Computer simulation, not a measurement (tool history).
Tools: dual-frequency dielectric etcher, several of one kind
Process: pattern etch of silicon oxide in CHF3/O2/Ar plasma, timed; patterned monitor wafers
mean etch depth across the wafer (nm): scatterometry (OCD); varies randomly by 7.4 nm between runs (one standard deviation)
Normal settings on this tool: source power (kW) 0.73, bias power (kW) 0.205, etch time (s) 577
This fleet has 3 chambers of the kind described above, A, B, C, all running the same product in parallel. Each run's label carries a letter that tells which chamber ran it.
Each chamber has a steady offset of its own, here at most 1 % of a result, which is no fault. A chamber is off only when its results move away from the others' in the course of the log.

run	hour	source power (kW)	bias power (kW)	etch time (s)	read-back reference wafer on the same gauge, depth_nm	mean etch depth across the wafer (nm)
1A	3.9	0.73	0.205	577	1451.5	1290.6
2B	8	0.73	0.205	577	1451.4	1282.2
3C	11.5	0.73	0.205	577	1451	1290.9
4A	17.6	0.73	0.205	577	1449.6	1279.2
5B	21.9	0.65	0.178	577	1448.8	1161.8
6C	26.9	0.65	0.178	577	1449.7	1166.5
7B	31.4	0.65	0.178	577	1449.6	1146.3
8A	36.9	0.73	0.205	577	1450.5	1284.7
9C	40.7	0.73	0.205	577	1449.7	1288.1
10B	46.1	0.73	0.205	577	1449.2	1276.1
11A	50.6	0.73	0.205	577	1451	1281.3
12C	55.2	0.73	0.205	577	1451	1281.6
13C	59.5	0.73	0.246	577	1450.8	1363.7
14B	62.7	0.73	0.246	577	1449.5	1356.8
15A	66.9	0.73	0.246	577	1451.2	1361.6
16C	73	0.73	0.205	577	1448.4	1279.4
17B	77.9	0.73	0.205	577	1450	1270.1
18A	80.8	0.73	0.205	577	1451.4	1291.7
19A	83.7	0.73	0.205	577	1450.6	1285.6
20B	86.8	0.73	0.205	577	1450.8	1267.8
21C	91.8	0.73	0.205	577	1451	1289.1
22A	97.7	0.73	0.205	577	1450.7	1284.6
23C	102.8	0.73	0.205	577	1450.2	1289.9
24B	105.6	0.73	0.205	577	1451.1	1265.9
25B	108.7	0.73	0.205	697	1450.5	1535.9
26A	112.2	0.73	0.205	697	1450.6	1555.3
27C	118.1	0.73	0.205	697	1451.3	1546.8
28B	122.1	0.6	0.205	435.5	1449.7	888.61
29A	125.5	0.6	0.205	435.5	1449	905.7
30C	129.9	0.6	0.205	435.5	1449.9	902.71
31B	134.6	0.73	0.205	577	1451.8	1265
32C	139.3	0.73	0.205	577	1450.6	1294.6
33A	142.1	0.73	0.205	577	1452.2	1294.3
34C	147	0.87	0.205	577	1449.2	1368.6
35A	151.4	0.87	0.205	577	1448.4	1375
36B	157	0.87	0.205	577	1449.4	1360.3
37B	159.9	0.89	0.205	729.5	1448.7	1740.8
38C	163	0.89	0.205	729.5	1450.1	1746.9

Is one chamber off against the others, does the gauge drift, or is nothing wrong? If a chamber is off, say which, and what the likeliest cause is.

No chamber stands off beyond its own small offset, and the gauge holds steady.
